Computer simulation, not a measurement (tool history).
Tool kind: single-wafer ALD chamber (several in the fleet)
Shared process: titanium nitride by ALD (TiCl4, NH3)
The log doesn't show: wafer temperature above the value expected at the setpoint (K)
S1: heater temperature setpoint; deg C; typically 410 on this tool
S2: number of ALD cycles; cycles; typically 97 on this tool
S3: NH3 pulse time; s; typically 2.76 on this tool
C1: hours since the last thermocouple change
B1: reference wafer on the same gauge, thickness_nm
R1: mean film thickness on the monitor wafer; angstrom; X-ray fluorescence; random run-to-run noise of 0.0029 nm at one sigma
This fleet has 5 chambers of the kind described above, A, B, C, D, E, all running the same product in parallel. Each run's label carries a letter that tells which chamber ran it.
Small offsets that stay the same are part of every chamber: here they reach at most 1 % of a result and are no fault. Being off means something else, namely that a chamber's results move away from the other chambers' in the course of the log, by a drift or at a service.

run	hour	S1	S2	S3	C1	B1	R1
1C	4.6	410	97	2.76	2053.1	2.5602	21.669
2A	12.4	410	97	2.76	818.9	2.5592	21.660
3E	20.1	410	97	2.76	1498.6	2.5592	21.518
4D	26.5	410	97	2.76	265.9	2.5579	21.608
5B	31.2	410	97	2.76	2183.5	2.5581	21.653
6D	39.1	410	97	2.76	278.5	2.5588	21.650
7B	47.4	410	97	2.76	2199.7	2.5572	21.598
8E	53.2	410	97	2.76	1531.7	2.5569	21.576
9A	63.5	410	97	2.76	870.0	2.5566	21.624
10C	68.9	410	97	2.76	2117.4	2.5568	21.684
11E	77.4	410	97	2.76	1555.9	2.5568	21.567
12A	87.4	410	97	2.76	893.9	2.5556	21.574
13C	94.5	410	97	2.76	2143.0	2.5550	21.637
14B	101.3	410	97	2.76	2253.6	2.5546	21.615
15D	110.2	397	97	2.76	349.6	2.5551	21.546
16B	116.5	397	97	2.76	2268.8	2.5543	21.476
17E	122.8	397	97	2.76	1601.3	2.5541	21.457
18D	127.8	397	97	2.76	367.2	2.5552	21.519
19A	135.9	397	97	2.76	942.4	2.5540	21.562
20C	144.6	410	97	2.76	2193.1	2.5538	21.639
21B	153.6	410	97	2.76	2305.9	2.5539	21.662
22A	160.4	410	97	2.76	966.9	2.5529	21.595
23D	167.0	410	97	2.76	406.4	2.5530	21.560
24E	175.1	410	97	2.76	1653.6	2.5521	21.563
25C	181.7	410	97	2.76	2230.2	2.5511	21.634
26C	187.0	410	97	2.76	2235.5	2.5513	21.635
27E	195.2	410	87	3.70	1673.7	2.5502	19.479
28D	202.2	410	87	3.70	441.6	2.5498	19.522
29B	207.9	410	87	3.70	2360.2	2.5501	19.535
30A	217.0	410	87	3.70	1023.5	2.5500	19.473
31B	226.4	410	87	3.70	2378.7	2.5490	19.485
32E	231.4	410	97	2.76	1709.9	2.5491	21.476
33D	241.3	410	97	2.76	480.7	2.5490	21.529
34A	250.8	410	97	2.76	1057.3	2.5485	21.535
# hour 257.3: chamber B: thermocouple changed; heater temperature recalibrated
35C	260.6	410	97	2.76	2309.1	2.5477	21.564
36A	265.8	410	97	2.76	1072.3	2.5473	21.584
37B	270.5	410	97	2.76	13.2	2.5470	21.574
38D	277.8	410	97	2.76	517.2	2.5464	21.583
39C	286.8	410	97	2.76	2335.3	2.5470	21.570
40E	295.6	410	97	2.76	1774.1	2.5469	21.428

Is one chamber out of step, is the gauge drifting, or do the chambers differ by no more than their own small offsets? For an off chamber, give its letter and the likeliest cause.

Gauge drift. The chambers move together only on paper, and none stands off.
Cause: gauge reads low (%) = 0.545.
